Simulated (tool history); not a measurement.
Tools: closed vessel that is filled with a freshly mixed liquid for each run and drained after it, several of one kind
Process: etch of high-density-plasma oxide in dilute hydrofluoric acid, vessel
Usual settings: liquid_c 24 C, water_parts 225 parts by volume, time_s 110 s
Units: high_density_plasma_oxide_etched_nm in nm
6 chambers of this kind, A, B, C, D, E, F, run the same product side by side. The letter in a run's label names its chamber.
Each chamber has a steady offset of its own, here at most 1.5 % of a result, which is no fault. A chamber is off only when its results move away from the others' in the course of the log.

run   hour  liquid_c  water_parts  time_s  read-back film thickness of the high-density-plasma oxide reference wafer, read on the same gauge (nm)  high_density_plasma_oxide_etched_nm
 1D    4.1        24          225     110                                                                                                  50.022                               4.0695
 2F    7.2        24          225     110                                                                                                  50.013                               4.0712
 3A   10.4        24          225     110                                                                                                  49.982                               4.0441
 4B   14.7        24          225     110                                                                                                  49.982                               4.0201
 5C   19.3        24          225     110                                                                                                  49.971                               3.9952
 6E   23.3        24          225     110                                                                                                  50.012                               3.9755
 7A   28.3        24          225     110                                                                                                   50.05                               4.0089
 8D   32.2        24          225     110                                                                                                      50                               4.0501
 9C     35        24          225     110                                                                                                  50.013                                4.028
10F   39.5        24          225     110                                                                                                  49.983                               4.0338
11E   44.4        24          225     110                                                                                                  49.972                               3.9416
12B   50.2        28          140     110                                                                                                  50.033                               8.1622
13C   53.8        28          140     110                                                                                                  49.983                               8.3654
14A   56.6        28          140     110                                                                                                  50.035                               8.1827
15F   60.1        28          140     110                                                                                                  49.998                               8.2366
16E   64.9        28          140     110                                                                                                   49.98                                8.213
17D     68        28          140     110                                                                                                   50.02                               8.4452
18B   73.7        24          225     110                                                                                                  50.001                               3.9928
19D   77.7        24          225     110                                                                                                  49.999                               4.0893
20E   82.5        24          225     110                                                                                                  50.003                               4.0062
21C   87.5        19          225     110                                                                                                  49.986                               3.3749
22F   93.5        19          225     110                                                                                                  49.996                               3.4225
      96.2  -- chamber E: thermometer replaced
23B     97        19          225     110                                                                                                  49.978                               3.3494
24A  102.5        19          225     110                                                                                                  49.977                               3.3255
25D  108.3        19          225     110                                                                                                  49.965                               3.2973
26B    113        19          225     110                                                                                                  50.007                               3.3387
27F  118.3        24          225     110                                                                                                  50.003                               4.0521
28E  122.1        24          225     150                                                                                                  50.003                               5.4866
29A    125        24          225     150                                                                                                  50.015                               5.4614
30C  130.4        24          225     150                                                                                                  49.983                               5.4687
31F  133.7        24          225     150                                                                                                  49.997                               5.5486
32E  139.4        24          225     150                                                                                                  50.021                               5.5311
33D  143.1        24          225     150                                                                                                  49.976                               5.2623
34C  147.9        27          225     110                                                                                                  50.022                               4.4997
35B  153.7        27          225     110                                                                                                  50.017                               4.4894
36A  159.2        27          225     110                                                                                                  49.989                               4.4422
37A  162.2        27          225     110                                                                                                  50.001                               4.4403
38E  167.5        27          225     110                                                                                                  50.029                                4.506
39B  171.6        27          225     110                                                                                                  50.011                               4.4512
40D  175.3        24          280     110                                                                                                   49.97                               2.9124
41F  181.4        24          280     110                                                                                                  50.011                               3.0469

All 6 chambers run these settings next. Forecast each chamber's results:
42A  185.9        24          225     110                                                                                                                                            ?
42B  185.9        24          225     110                                                                                                                                            ?
42C  185.9        24          225     110                                                                                                                                            ?
42D  185.9        24          225     110                                                                                                                                            ?
42E  185.9        24          225     110                                                                                                                                            ?
42F  185.9        24          225     110                                                                                                                                            ?

run  high_density_plasma_oxide_etched_nm
42A                               3.9859
42B                               4.0114
42C                               4.0303
42D                               3.7221
42E                               4.0091
42F                               4.0725
